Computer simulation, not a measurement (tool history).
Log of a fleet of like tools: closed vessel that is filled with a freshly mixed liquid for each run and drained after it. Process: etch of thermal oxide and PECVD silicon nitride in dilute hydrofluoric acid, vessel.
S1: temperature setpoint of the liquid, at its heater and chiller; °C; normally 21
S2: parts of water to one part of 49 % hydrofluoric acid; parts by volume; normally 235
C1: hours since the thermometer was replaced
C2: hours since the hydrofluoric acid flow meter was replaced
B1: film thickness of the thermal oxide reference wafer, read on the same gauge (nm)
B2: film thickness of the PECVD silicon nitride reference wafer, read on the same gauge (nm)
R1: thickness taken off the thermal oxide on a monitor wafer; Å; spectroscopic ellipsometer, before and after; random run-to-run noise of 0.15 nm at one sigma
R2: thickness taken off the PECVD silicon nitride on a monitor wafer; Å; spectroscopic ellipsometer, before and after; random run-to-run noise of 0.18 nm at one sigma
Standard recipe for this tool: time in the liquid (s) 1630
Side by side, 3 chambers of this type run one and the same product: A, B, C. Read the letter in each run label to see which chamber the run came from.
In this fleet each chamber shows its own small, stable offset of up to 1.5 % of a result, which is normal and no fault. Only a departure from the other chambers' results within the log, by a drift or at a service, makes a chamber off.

Run 1C, hour 5.4: usual settings; C1 1165.5; C2 720.4; B1 150; B2 59.996. Result: R1 263.8 Å, R2 323.64 Å.
Run 2B, hour 10.9: usual settings; C1 681.6; C2 819.6; B1 149.99; B2 60.012. Result: R1 266.98 Å, R2 328.27 Å.
Run 3A, hour 18: usual settings; C1 808.9; C2 813.5; B1 150; B2 60.008. Result: R1 268.08 Å, R2 325.34 Å.
Run 4C, hour 24: usual settings; C1 1184.1; C2 739; B1 150.01; B2 60.002. Result: R1 264.06 Å, R2 326.35 Å.
Run 5A, hour 28.8: usual settings; C1 819.7; C2 824.3; B1 149.99; B2 60.011. Result: R1 267.48 Å, R2 324.82 Å.
Run 6B, hour 35.2: usual settings but S1 22.5 °C, S2 315 parts by volume; C1 705.9; C2 843.9; B1 150.03; B2 59.991. Result: R1 195.29 Å, R2 269.59 Å.
Run 7A, hour 40.6: usual settings but S1 22.5 °C, S2 315 parts by volume; C1 831.5; C2 836.1; B1 150; B2 60.01. Result: R1 197.29 Å, R2 267.63 Å.
Run 8C, hour 43.9: usual settings but S1 22.5 °C, S2 315 parts by volume; C1 1204; C2 758.9; B1 150.01; B2 60.005. Result: R1 193.59 Å, R2 269.31 Å.
Run 9B, hour 49.5: usual settings; C1 720.2; C2 858.2; B1 150.01; B2 60.001. Result: R1 266.73 Å, R2 324.16 Å.
Run 10A, hour 54.3: usual settings; C1 845.2; C2 849.8; B1 150; B2 59.996. Result: R1 268.68 Å, R2 324.99 Å.
Run 11C, hour 59.6: usual settings; C1 1219.7; C2 774.6; B1 150; B2 59.994. Result: R1 263.56 Å, R2 326.11 Å.
Run 12B, hour 65.7: usual settings but S1 23.5 °C, S2 275 parts by volume; C1 736.4; C2 874.4; B1 150; B2 59.974. Result: R1 241.73 Å, R2 327.74 Å.
Run 13C, hour 72.7: usual settings but S1 23.5 °C, S2 275 parts by volume; C1 1232.8; C2 787.7; B1 149.99; B2 60.027. Result: R1 238.92 Å, R2 325.86 Å.
Run 14B, hour 79: usual settings but S1 23.5 °C, S2 275 parts by volume; C1 749.7; C2 887.7; B1 150; B2 60.023. Result: R1 241.37 Å, R2 331.16 Å.
Run 15A, hour 82.2: usual settings but S1 17.5 °C, S2 310 parts by volume; C1 873.1; C2 877.7; B1 149.98; B2 60.008. Result: R1 166.41 Å, R2 197.06 Å.
Run 16A, hour 88: usual settings but S1 17.5 °C, S2 310 parts by volume; C1 878.9; C2 883.5; B1 150.01; B2 59.991. Result: R1 167.41 Å, R2 198.56 Å.
Run 17C, hour 94.8: usual settings but S1 17.5 °C, S2 310 parts by volume; C1 1254.9; C2 809.8; B1 150.01; B2 60.016. Result: R1 165.34 Å, R2 199.92 Å.
Run 18B, hour 98.7: usual settings; C1 769.4; C2 907.4; B1 149.99; B2 59.981. Result: R1 267.61 Å, R2 327.61 Å.
Run 19A, hour 102.1: usual settings; C1 893; C2 897.6; B1 149.99; B2 60.008. Result: R1 266.36 Å, R2 325.44 Å.
Run 20C, hour 108.3: usual settings but S2 310 parts by volume; C1 1268.4; C2 823.3; B1 150; B2 59.985. Result: R1 187.49 Å, R2 249.21 Å.
Run 21B, hour 115.4: usual settings but S2 310 parts by volume; C1 786.1; C2 924.1; B1 150.03; B2 60.014. Result: R1 191.62 Å, R2 251.77 Å.
Run 22A, hour 118.7: usual settings but S2 310 parts by volume; C1 909.6; C2 914.2; B1 150; B2 60.001. Result: R1 187.45 Å, R2 245.75 Å.
Run 23B, hour 124.8: usual settings; C1 795.5; C2 933.5; B1 150; B2 60.028. Result: R1 270.9 Å, R2 331.81 Å.
Run 24C, hour 128.7: usual settings; C1 1288.8; C2 843.7; B1 149.99; B2 60. Result: R1 261.81 Å, R2 326.72 Å.
Run 25C, hour 133.3: usual settings but S1 19 °C, S2 190 parts by volume; C1 1293.4; C2 848.3; B1 150.03; B2 60.005. Result: R1 315.1 Å, R2 353.37 Å.
Run 26B, hour 139.4: usual settings but S1 19 °C, S2 190 parts by volume; C1 810.1; C2 948.1; B1 150; B2 59.995. Result: R1 323.76 Å, R2 362.32 Å.
Run 27A, hour 146.6: usual settings but S1 19 °C, S2 190 parts by volume; C1 937.5; C2 942.1; B1 150.01; B2 59.981. Result: R1 323.72 Å, R2 349.26 Å.
Run 28A, hour 153.2: usual settings but S2 290 parts by volume; C1 944.1; C2 948.7; B1 149.97; B2 59.994. Result: R1 207 Å, R2 265.72 Å.
Run 29B, hour 160.4: usual settings but S2 290 parts by volume; C1 831.1; C2 969.1; B1 149.99; B2 60.009. Result: R1 209.21 Å, R2 268.25 Å.
Run 30C, hour 166.1: usual settings but S2 290 parts by volume; C1 1326.2; C2 881.1; B1 150; B2 59.984. Result: R1 204.02 Å, R2 266.96 Å.
Run 31B, hour 172.7: usual settings; C1 843.4; C2 981.4; B1 150; B2 60.006. Result: R1 272.39 Å, R2 331.52 Å.
Run 32C, hour 178.3: usual settings; C1 1338.4; C2 893.3; B1 150.01; B2 60.014. Result: R1 262.58 Å, R2 324.95 Å.
Run 33A, hour 185.6: usual settings; C1 976.5; C2 981.1; B1 149.99; B2 59.978. Result: R1 268.75 Å, R2 327.55 Å.
Run 34B, hour 190.3: usual settings; C1 861; C2 999; B1 150; B2 60.023. Result: R1 273.31 Å, R2 331.79 Å.
Run 35C, hour 195.2: usual settings; C1 1355.3; C2 910.2; B1 149.99; B2 59.995. Result: R1 262.83 Å, R2 328.54 Å.
Run 36A, hour 201.8: usual settings; C1 992.7; C2 997.3; B1 150.01; B2 59.991. Result: R1 266.78 Å, R2 325.32 Å.
Run 37C, hour 205.7: usual settings; C1 1365.8; C2 920.7; B1 149.99; B2 59.999. Result: R1 262.77 Å, R2 325.8 Å.
Run 38A, hour 210.5: usual settings; C1 1001.4; C2 1006; B1 150; B2 60.022. Result: R1 267.31 Å, R2 322.73 Å.
Run 39B, hour 215.2: usual settings; C1 885.9; C2 1023.9; B1 150.02; B2 59.962. Result: R1 274.3 Å, R2 336.48 Å.
Run 40C, hour 220.2: usual settings; C1 1380.3; C2 935.2; B1 150.01; B2 59.975. Result: R1 263.36 Å, R2 326.02 Å.
Run 41B, hour 223.5: usual settings; C1 894.2; C2 1032.2; B1 150.02; B2 60.006. Result: R1 275.22 Å, R2 336.22 Å.
Run 42A, hour 230.2: usual settings; C1 1021.1; C2 1025.7; B1 149.99; B2 59.982. Result: R1 265.92 Å, R2 322.77 Å.
Run 43B, hour 234.1: usual settings; C1 904.8; C2 1042.8; B1 149.98; B2 59.99. Result: R1 276.02 Å, R2 336.06 Å.

Each of the 3 chambers runs these same settings next. Fill in every chamber's results:
Run 44A, hour 239.3: usual settings but time in the liquid (s) 2555. Result: R1 ?, R2 ?.
Run 44B, hour 239.3: usual settings but time in the liquid (s) 2555. Result: R1 ?, R2 ?.
Run 44C, hour 239.3: usual settings but time in the liquid (s) 2555. Result: R1 ?, R2 ?.

run      R1      R2
44A   417.4  514.15
44B  428.28  524.27
44C   409.9  510.04
